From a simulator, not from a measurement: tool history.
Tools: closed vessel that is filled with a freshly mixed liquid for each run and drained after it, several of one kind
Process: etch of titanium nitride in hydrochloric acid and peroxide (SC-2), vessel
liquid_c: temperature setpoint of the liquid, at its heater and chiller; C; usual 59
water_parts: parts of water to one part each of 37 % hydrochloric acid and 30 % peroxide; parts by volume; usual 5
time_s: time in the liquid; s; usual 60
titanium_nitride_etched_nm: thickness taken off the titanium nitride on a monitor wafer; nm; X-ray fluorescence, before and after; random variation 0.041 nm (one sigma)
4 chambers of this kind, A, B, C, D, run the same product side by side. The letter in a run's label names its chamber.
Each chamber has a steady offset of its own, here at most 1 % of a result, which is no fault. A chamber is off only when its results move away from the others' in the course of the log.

| run | hour | liquid_c | water_parts | time_s | read-back film thickness of the titanium nitride reference wafer, read on the same gauge (nm) | titanium_nitride_etched_nm |
|---|---|---|---|---|---|---|
| 1B | 10.1 | 59 | 5 | 60 | 100.01 | 5.9729 |
| 2D | 23 | 59 | 5 | 60 | 100 | 5.8723 |
| 3C | 34.5 | 59 | 5 | 60 | 99.993 | 5.9238 |
| 4A | 44 | 59 | 5 | 60 | 99.996 | 5.9204 |
| 5A | 59.5 | 59 | 5 | 60 | 99.977 | 5.9317 |
| 6D | 73.1 | 59 | 4 | 50 | 100.01 | 5.8002 |
|  | 80 | chamber D: thermometer replaced |
| 7B | 80.3 | 59 | 4 | 50 | 99.987 | 5.8214 |
|  | 83.4 | chamber B: new drum of peroxide connected |
|  | 91.6 | chamber B: chemicals flow meter replaced |
| 8C | 92.9 | 59 | 4 | 50 | 99.997 | 5.6728 |
| 9A | 103.4 | 59 | 4 | 50 | 99.967 | 5.7425 |
| 10B | 113.9 | 59 | 5 | 60 | 99.989 | 5.937 |
| 11C | 121.4 | 59 | 5 | 60 | 100.01 | 5.8711 |
| 12D | 133.2 | 59 | 5 | 60 | 99.993 | 5.8739 |
| 13B | 143.9 | 59 | 5 | 60 | 99.992 | 5.9049 |
| 14C | 155.8 | 59 | 5 | 60 | 99.987 | 5.8586 |
| 15D | 170.2 | 59 | 5 | 60 | 100.01 | 5.8869 |
| 16A | 179.3 | 59 | 5 | 60 | 100 | 5.9009 |
| 17D | 189.5 | 59 | 5 | 60 | 100.01 | 5.9048 |
| 18A | 203.3 | 59 | 5 | 60 | 99.994 | 5.981 |
| 19B | 215.1 | 59 | 5 | 60 | 99.999 | 5.7151 |
| 20C | 223.8 | 59 | 5 | 60 | 99.995 | 5.8363 |
|  | 230.7 | chamber A: chemicals flow meter replaced |
| 21B | 237.5 | 59 | 5 | 60 | 100 | 5.6657 |
| 22A | 252.9 | 59 | 5 | 60 | 100.01 | 5.8988 |
| 23D | 263.2 | 59 | 5 | 60 | 100.02 | 5.9375 |
| 24C | 271.2 | 59 | 5 | 90 | 99.996 | 8.8006 |
| 25C | 286.1 | 59 | 5 | 90 | 100.01 | 8.773 |
|  | 287.2 | chamber D: new drum of peroxide connected |
| 26D | 298 | 59 | 5 | 90 | 99.992 | 8.7815 |
| 27B | 306.6 | 59 | 5 | 90 | 100.01 | 8.2811 |

What goes on in this fleet: one chamber off, a drifting gauge, or nothing beyond the chambers' own small offsets? Name the chamber and the cause, if any.

Chamber B drifts away from the others.
Cause: liquid colder than its thermometer reads (K) = 1.32.
The log may not tell that from: chemicals flow below the setpoint (%); peroxide weaker than its label (%).

Here are 4 candidates for chamber B's next run, each the usual settings with a change, their results left as question marks. Which one brings its results back in line with what the others give on the usual settings?
In line means no further than this from the other chambers' mean on the usual settings: titanium_nitride_etched_nm 0.14 nm
| 28B-1 | 318.3 | 59 | 5 | 65 |  | ? |
| 28B-2 | 318.3 | 59.5 | 5 | 60 |  | ? |
| 28B-3 | 318.3 | 59 | 5.5 | 60 |  | ? |
| 28B-4 | 318.3 | 58.5 | 5 | 60 |  | ? |

The other chambers' mean on the usual settings: titanium_nitride_etched_nm 5.8818 nm
| run | titanium_nitride_etched_nm |
|---|---|
| 28B-1 | 5.9225 |
| 28B-2 | 5.6398 |
| 28B-3 | 5.1003 |
| 28B-4 | 5.2955 |
28B-1 brings the chamber back in line.
